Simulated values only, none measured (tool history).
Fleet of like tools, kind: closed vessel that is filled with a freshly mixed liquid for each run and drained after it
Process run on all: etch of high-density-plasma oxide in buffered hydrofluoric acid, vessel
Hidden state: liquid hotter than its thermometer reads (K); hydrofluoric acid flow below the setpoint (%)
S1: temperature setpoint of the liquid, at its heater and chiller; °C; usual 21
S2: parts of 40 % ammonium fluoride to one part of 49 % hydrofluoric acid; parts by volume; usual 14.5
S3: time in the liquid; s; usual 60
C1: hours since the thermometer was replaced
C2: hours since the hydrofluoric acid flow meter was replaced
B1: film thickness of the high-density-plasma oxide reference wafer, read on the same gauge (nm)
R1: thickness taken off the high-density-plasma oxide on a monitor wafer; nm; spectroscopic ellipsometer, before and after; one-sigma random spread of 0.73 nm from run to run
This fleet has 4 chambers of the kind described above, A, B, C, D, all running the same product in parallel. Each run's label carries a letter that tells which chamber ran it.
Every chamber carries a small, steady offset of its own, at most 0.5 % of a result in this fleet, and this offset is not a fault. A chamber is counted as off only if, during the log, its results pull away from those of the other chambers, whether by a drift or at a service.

{"run": "1D", "hour": 12.8, "S1": 21, "S2": 14.5, "S3": 60, "C1": 737.4, "C2": 375.6, "B1": 40.016, "R1": 93.291}
{"run": "2C", "hour": 19.4, "S1": 21, "S2": 14.5, "S3": 60, "C1": 760.1, "C2": 989.7, "B1": 39.996, "R1": 93.284}
{"run": "3B", "hour": 31.5, "S1": 21, "S2": 14.5, "S3": 60, "C1": 305.8, "C2": 495.5, "B1": 40.014, "R1": 93.89}
{"run": "4A", "hour": 38.1, "S1": 21, "S2": 14.5, "S3": 60, "C1": 1695.6, "C2": 278.7, "B1": 39.985, "R1": 92.732}
{"run": "5C", "hour": 51.0, "S1": 21, "S2": 14.5, "S3": 60, "C1": 791.7, "C2": 1021.3, "B1": 39.996, "R1": 93.717}
{"run": "6A", "hour": 59.1, "S1": 21, "S2": 14.5, "S3": 60, "C1": 1716.6, "C2": 299.7, "B1": 40.011, "R1": 93.388}
{"run": "7D", "hour": 66.8, "S1": 21, "S2": 14.5, "S3": 60, "C1": 791.4, "C2": 429.6, "B1": 40.004, "R1": 93.081}
{"run": "8B", "hour": 78.1, "S1": 21, "S2": 14.5, "S3": 60, "C1": 352.4, "C2": 542.1, "B1": 39.988, "R1": 92.773}
{"hour": 83.7, "done": "chamber D: thermometer replaced"}
{"run": "9D", "hour": 84.9, "S1": 18, "S2": 14.5, "S3": 60, "C1": 1.3, "C2": 447.7, "B1": 39.987, "R1": 79.093}
{"run": "10B", "hour": 95.3, "S1": 18, "S2": 14.5, "S3": 60, "C1": 369.6, "C2": 559.3, "B1": 40.016, "R1": 79.303}
{"run": "11A", "hour": 103.8, "S1": 18, "S2": 14.5, "S3": 60, "C1": 1761.3, "C2": 344.4, "B1": 40.023, "R1": 77.957}
{"run": "12C", "hour": 113.0, "S1": 18, "S2": 14.5, "S3": 60, "C1": 853.7, "C2": 1083.3, "B1": 40.001, "R1": 77.77}
{"run": "13D", "hour": 118.8, "S1": 21, "S2": 11, "S3": 75, "C1": 35.2, "C2": 481.6, "B1": 39.986, "R1": 149.74}
{"run": "14B", "hour": 126.7, "S1": 21, "S2": 11, "S3": 75, "C1": 401, "C2": 590.7, "B1": 39.955, "R1": 150.66}
{"run": "15A", "hour": 137.4, "S1": 21, "S2": 11, "S3": 75, "C1": 1794.9, "C2": 378, "B1": 40.002, "R1": 151.68}
{"run": "16C", "hour": 149.6, "S1": 21, "S2": 11, "S3": 75, "C1": 890.3, "C2": 1119.9, "B1": 39.981, "R1": 151.23}
{"run": "17B", "hour": 155.6, "S1": 21, "S2": 14.5, "S3": 60, "C1": 429.9, "C2": 619.6, "B1": 40.017, "R1": 90.56}
{"run": "18C", "hour": 164.9, "S1": 21, "S2": 14.5, "S3": 60, "C1": 905.6, "C2": 1135.2, "B1": 40.001, "R1": 92.506}
{"run": "19D", "hour": 175.8, "S1": 21, "S2": 14.5, "S3": 60, "C1": 92.2, "C2": 538.6, "B1": 40.026, "R1": 92.418}
{"run": "20A", "hour": 181.8, "S1": 21, "S2": 14.5, "S3": 60, "C1": 1839.3, "C2": 422.4, "B1": 39.99, "R1": 93.758}
{"run": "21C", "hour": 189.4, "S1": 21, "S2": 14.5, "S3": 60, "C1": 930.1, "C2": 1159.7, "B1": 40.008, "R1": 93.175}
{"run": "22A", "hour": 201.9, "S1": 21, "S2": 14.5, "S3": 60, "C1": 1859.4, "C2": 442.5, "B1": 40.03, "R1": 93.403}
{"run": "23B", "hour": 209.9, "S1": 19, "S2": 17, "S3": 60, "C1": 484.2, "C2": 673.9, "B1": 40.028, "R1": 68.432}
{"run": "24D", "hour": 217.8, "S1": 19, "S2": 17, "S3": 60, "C1": 134.2, "C2": 580.6, "B1": 39.983, "R1": 71.68}

One chamber off, gauge drift, or nothing amiss beyond the chambers' own small offsets? If it is a chamber, which one, and what is the likeliest cause?

Chamber B drifts away from the others.
Cause: hydrofluoric acid flow below the setpoint (%) = 5.85.
From this log alone, it may not be told apart from: liquid colder than its thermometer reads (K).

Here are 4 candidates for chamber B's next run, each the usual settings with a change, their results left as question marks. Which one brings its results back in line with what the others give on the usual settings?
In line here means within this much of the mean the other chambers give on the usual settings: R1 2.5 nm
{"run": "25B-1", "hour": 227.1, "S1": 22, "S2": 14.5, "S3": 60, "R1": "?"}
{"run": "25B-2", "hour": 227.1, "S1": 21, "S2": 14, "S3": 65, "R1": "?"}
{"run": "25B-3", "hour": 227.1, "S1": 20.5, "S2": 15, "S3": 60, "R1": "?"}
{"run": "25B-4", "hour": 227.1, "S1": 20.5, "S2": 14.5, "S3": 55, "R1": "?"}

Mean of the other chambers on the usual settings: R1 93.009 nm
run=25B-1 R1=93.235
run=25B-2 R1=98.838
run=25B-3 R1=82.872
run=25B-4 R1=78.539
It is 25B-1 that realigns the chamber with its peers.
